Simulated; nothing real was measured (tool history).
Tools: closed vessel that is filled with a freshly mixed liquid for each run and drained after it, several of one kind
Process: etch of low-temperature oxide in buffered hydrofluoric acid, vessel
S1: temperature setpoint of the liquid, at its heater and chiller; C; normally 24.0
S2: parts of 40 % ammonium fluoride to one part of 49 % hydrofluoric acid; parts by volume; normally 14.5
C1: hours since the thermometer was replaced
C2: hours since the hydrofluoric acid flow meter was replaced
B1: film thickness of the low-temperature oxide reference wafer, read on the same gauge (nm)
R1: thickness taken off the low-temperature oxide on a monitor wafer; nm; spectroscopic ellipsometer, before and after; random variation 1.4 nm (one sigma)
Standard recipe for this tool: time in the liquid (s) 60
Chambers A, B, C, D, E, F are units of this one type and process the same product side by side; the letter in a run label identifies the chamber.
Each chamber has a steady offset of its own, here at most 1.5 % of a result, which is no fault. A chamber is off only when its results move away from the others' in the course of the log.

Run 1F, day 0.338: usual settings; C1 1223.4; C2 118.6; B1 150.00. Result: R1 224.82 nm.
Run 2B, day 0.779: usual settings; C1 939.9; C2 21.8; B1 149.96. Result: R1 224.57 nm.
Run 3E, day 1.104: usual settings; C1 317.7; C2 378.7; B1 149.96. Result: R1 226.19 nm.
Run 4D, day 1.354: usual settings; C1 1140.5; C2 139.0; B1 149.99. Result: R1 222.84 nm.
At day 1.450: chamber C: thermometer replaced.
Run 5C, day 1.588: usual settings; C1 3.4; C2 1094.1; B1 150.02. Result: R1 221.30 nm.
Run 6A, day 1.812: usual settings; C1 451.6; C2 255.3; B1 150.03. Result: R1 223.29 nm.
Run 7C, day 2.062: usual settings but S2 8.5 parts by volume, time in the liquid (s) 80; C1 14.8; C2 1105.5; B1 149.98. Result: R1 482.68 nm.
Run 8B, day 2.512: usual settings but S2 8.5 parts by volume, time in the liquid (s) 80; C1 981.5; C2 63.4; B1 150.00. Result: R1 489.26 nm.
Run 9A, day 2.838: usual settings but S2 8.5 parts by volume, time in the liquid (s) 80; C1 476.2; C2 279.9; B1 149.99. Result: R1 489.33 nm.
Run 10F, day 3.125: usual settings but S2 8.5 parts by volume, time in the liquid (s) 80; C1 1290.3; C2 185.5; B1 149.99. Result: R1 482.91 nm.
Run 11D, day 3.438: usual settings but S2 8.5 parts by volume, time in the liquid (s) 80; C1 1190.5; C2 189.0; B1 150.03. Result: R1 486.40 nm.
Run 12E, day 3.771: usual settings but S2 8.5 parts by volume, time in the liquid (s) 80; C1 381.7; C2 442.7; B1 150.00. Result: R1 482.82 nm.
Run 13C, day 4.246: usual settings; C1 67.2; C2 1157.9; B1 150.01. Result: R1 218.59 nm.
Run 14F, day 4.712: usual settings; C1 1328.4; C2 223.6; B1 150.01. Result: R1 223.30 nm.
Run 15B, day 5.171: usual settings but S1 19.5 C; C1 1045.3; C2 127.2; B1 150.02. Result: R1 175.27 nm.
Run 16D, day 5.496: usual settings but S1 19.5 C; C1 1239.9; C2 238.4; B1 150.01. Result: R1 171.73 nm.
Run 17E, day 5.771: usual settings but S1 19.5 C; C1 429.7; C2 490.7; B1 150.02. Result: R1 175.01 nm.
Run 18A, day 6.021: usual settings but S1 19.5 C; C1 552.6; C2 356.3; B1 149.99. Result: R1 174.67 nm.
Run 19D, day 6.238: usual settings but S1 19.5 C; C1 1257.7; C2 256.2; B1 149.99. Result: R1 173.51 nm.
Run 20E, day 6.488: usual settings but S1 19.5 C; C1 446.9; C2 507.9; B1 149.98. Result: R1 176.31 nm.
Run 21F, day 6.779: usual settings; C1 1378.0; C2 273.2; B1 149.97. Result: R1 224.28 nm.
Run 22A, day 7.008: usual settings; C1 576.3; C2 380.0; B1 150.01. Result: R1 221.94 nm.
Run 23B, day 7.450: usual settings; C1 1100.0; C2 181.9; B1 149.99. Result: R1 221.04 nm.
Run 24C, day 7.875: usual settings but time in the liquid (s) 40; C1 154.3; C2 1245.0; B1 150.00. Result: R1 142.19 nm.
Run 25C, day 8.271: usual settings but time in the liquid (s) 40; C1 163.8; C2 1254.5; B1 149.99. Result: R1 141.64 nm.
Run 26F, day 8.638: usual settings but time in the liquid (s) 40; C1 1422.6; C2 317.8; B1 150.02. Result: R1 147.46 nm.
Run 27B, day 8.858: usual settings but time in the liquid (s) 40; C1 1133.8; C2 215.7; B1 149.98. Result: R1 150.52 nm.
Run 28A, day 9.267: usual settings but time in the liquid (s) 40; C1 630.5; C2 434.2; B1 149.99. Result: R1 146.99 nm.
Run 29D, day 9.662: usual settings but time in the liquid (s) 40; C1 1339.9; C2 338.4; B1 150.00. Result: R1 149.77 nm.
Run 30E, day 9.933: usual settings; C1 529.6; C2 590.6; B1 150.00. Result: R1 226.37 nm.
Run 31B, day 10.275: usual settings; C1 1167.8; C2 249.7; B1 149.95. Result: R1 224.13 nm.
Run 32C, day 10.750: usual settings; C1 223.3; C2 1314.0; B1 150.01. Result: R1 207.96 nm.
Run 33F, day 11.188: usual settings; C1 1483.8; C2 379.0; B1 150.04. Result: R1 223.82 nm.
Run 34D, day 11.662: usual settings; C1 1387.9; C2 386.4; B1 149.99. Result: R1 221.00 nm.
Run 35A, day 12.067: usual settings; C1 697.7; C2 501.4; B1 150.02. Result: R1 221.52 nm.
Run 36E, day 12.396: usual settings; C1 588.7; C2 649.7; B1 150.03. Result: R1 227.03 nm.
Run 37C, day 12.812: usual settings; C1 272.8; C2 1363.5; B1 150.03. Result: R1 202.60 nm.
Run 38E, day 13.129: usual settings; C1 606.3; C2 667.3; B1 149.97. Result: R1 225.66 nm.

Read the log: is a single chamber off, either drifting away or since a service, is the gauge that measures every chamber drifting, or is nothing wrong beyond small per-chamber offsets? Name any odd chamber and what most likely caused it.

Little by little, chamber C moves away from the other chambers.
What lies behind it: hydrofluoric acid flow below the setpoint (%) = 7.54.
Not necessarily distinguishable in this log from: liquid colder than its thermometer reads (K).

Which of the 4 candidates below, each the usual settings with something changed and its results left as question marks, puts chamber C back in line with what the other chambers give on the usual settings?
Maximum distance from the other chambers' mean on the usual settings for a result to count as in line: R1 5.10 nm
Run 39C-1, day 13.471: usual settings but S2 14.0 parts by volume. Result: R1 ?.
Run 39C-2, day 13.471: usual settings but S1 23.5 C, S2 15.5 parts by volume. Result: R1 ?.
Run 39C-3, day 13.471: usual settings but S2 15.0 parts by volume. Result: R1 ?.
Run 39C-4, day 13.471: usual settings but S1 25.5 C. Result: R1 ?.

Other chambers, usual settings, mean: R1 223.39 nm
  run      R1
39C-1  212.85
39C-2  187.60
39C-3  199.06
39C-4  223.57
39C-4 puts the chamber back in line with the other chambers.
